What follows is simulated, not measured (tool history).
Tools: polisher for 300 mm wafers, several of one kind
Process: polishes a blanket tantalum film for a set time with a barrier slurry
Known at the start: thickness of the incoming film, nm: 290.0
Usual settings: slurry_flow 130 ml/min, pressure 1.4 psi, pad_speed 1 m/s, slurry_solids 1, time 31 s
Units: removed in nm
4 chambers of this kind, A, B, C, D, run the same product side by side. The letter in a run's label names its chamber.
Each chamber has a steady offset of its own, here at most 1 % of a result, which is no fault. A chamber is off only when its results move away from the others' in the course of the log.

run,hour,slurry_flow,pressure,pad_speed,slurry_solids,time,wafers polished on this pad,hours since the slurry nozzle was cleaned,hours since the head pressure was calibrated,hours since the slurry blender was calibrated,removed
1B,5.4,130,1.4,1,1,31,348,210.3,425.6,145.6,43.02
2D,16.7,130,1.4,1,1,31,1200,247.2,75.4,330.6,43.786
# hour 22.5: chamber D: worn pad replaced by a new one
3A,23.9,130,1.4,1,1,31,751,497.4,305.5,187.4,45.047
4C,29.2,130,1.4,1,1,31,922,445.5,252.7,186.5,44.131
# hour 35.4: chamber A: worn pad replaced by a new one
# hour 39.3: chamber B: worn pad replaced by a new one
5B,41.1,130,1.4,1,1,31,20,246,461.3,181.3,43.138
# hour 49.8: chamber C: worn pad replaced by a new one
6C,51.1,130,1.4,1,1,31,15,467.4,274.6,208.4,44.349
# hour 59.8: chamber B: slurry nozzle cleaned
# hour 61.2: chamber B: slurry blender recalibrated
7D,62,130,1.4,1,1,31,438,292.5,120.7,375.9,43.338
8A,70.3,130,1.4,1,1,31,387,543.8,351.9,233.8,44.113
9A,76.8,130,1.4,1,1,31,459,550.3,358.4,240.3,43.489
10B,87.4,130,1.4,1,1,31,533,27.6,507.6,26.2,43.683
# hour 94.5: chamber D: slurry blender recalibrated
# hour 95.9: chamber C: slurry blender recalibrated
11D,97.1,130,1.4,1,1,31,826,327.6,155.8,2.7,43.564
12C,102.4,130,1.4,1,1,31,583,518.7,325.9,6.6,44.678
13D,109.7,130,1.4,1,1,31,966,340.2,168.4,15.3,44.301
# hour 110.4: chamber B: worn pad replaced by a new one
14C,115,130,1.4,1,1,31,722,531.3,338.5,19.2,44.335
# hour 124.6: chamber D: worn pad replaced by a new one
# hour 124.7: chamber B: head pressure recalibrated
15B,125.3,130,1.4,1,1,31,165,65.5,0.6,64.1,43.512
# hour 129.5: chamber A: worn pad replaced by a new one
16A,135.3,130,1.4,1,1,31,64,608.8,416.9,298.8,41.69
17D,142,130,1.1,1,1,31,193,372.5,200.7,47.6,33.549
18B,149.3,130,1.1,1,1,31,431,89.5,24.6,88.1,34.517
# hour 149.5: chamber C: slurry nozzle cleaned
19A,160.1,130,1.1,1,1,31,339,633.6,441.7,323.6,32.865
20C,168.3,130,1.1,1,1,31,1313,18.9,391.8,72.5,34.026
# hour 170.6: chamber D: slurry nozzle cleaned
# hour 175.6: chamber C: worn pad replaced by a new one
21D,178.3,130,1.4,1,1,31,595,7.7,237,83.9,43.719
22B,183.5,130,1.4,1,1,31,810,123.7,58.8,122.3,43.537
# hour 185: chamber B: worn pad replaced by a new one
23A,190.8,95,1.4,1,1.1,31,679,664.3,472.4,354.3,40.468
24C,202.5,95,1.4,1,1.1,31,298,53.1,426,106.7,42.815
25C,211.1,95,1.4,1,1.1,31,393,61.7,434.6,115.3,42.201
26B,216.4,95,1.4,1,1.1,31,348,156.6,91.7,155.2,41.518
27D,221.7,130,1.4,1,1,22,1075,51.1,280.4,127.3,31.231
# hour 229.7: chamber A: worn pad replaced by a new one
28A,230.2,130,1.4,1,1,22,5,703.7,511.8,393.7,28.626
# hour 230.5: chamber B: slurry blender recalibrated
# hour 233.4: chamber D: worn pad replaced by a new one
# hour 238.4: chamber A: slurry nozzle cleaned
29A,239.8,130,1.4,1,1,22,111,1.5,521.4,403.3,28.542
# hour 244.9: chamber B: worn pad replaced by a new one
30D,247.7,130,1.4,1,1,22,159,77.1,306.4,153.3,30.665
31C,253.8,130,1.4,1,1,40,866,104.4,477.3,158,56.771
32B,260.9,130,1.4,1,1,40,178,201.1,136.2,30.5,56.519

Is one chamber off against the others, does the gauge drift, or is nothing wrong? If a chamber is off, say which, and what the likeliest cause is.

Chamber A drifts away from the others.
Cause: abrasive missing from the slurry, % = 32.2.
The log may not tell that from: head's pressure below its setpoint, %.

Here are 4 candidates for chamber A's next run, each the usual settings with a change, their results left as question marks. Which one brings its results back in line with what the others give on the usual settings?
In line means no further than this from the other chambers' mean on the usual settings: removed 1.8 nm
33A-1,269.6,130,1.4,1,1,28,,,,,?
33A-2,269.6,135,1.4,1.1,1,31,,,,,?
33A-3,269.6,130,1.4,1.02,1,32,,,,,?
33A-4,269.6,130,1.4,0.98,1,30,,,,,?

The other chambers' mean on the usual settings: removed 43.681 nm
run,removed
33A-1,35.165
33A-2,43.123
33A-3,40.988
33A-4,36.928
33A-2 brings the chamber back in line.
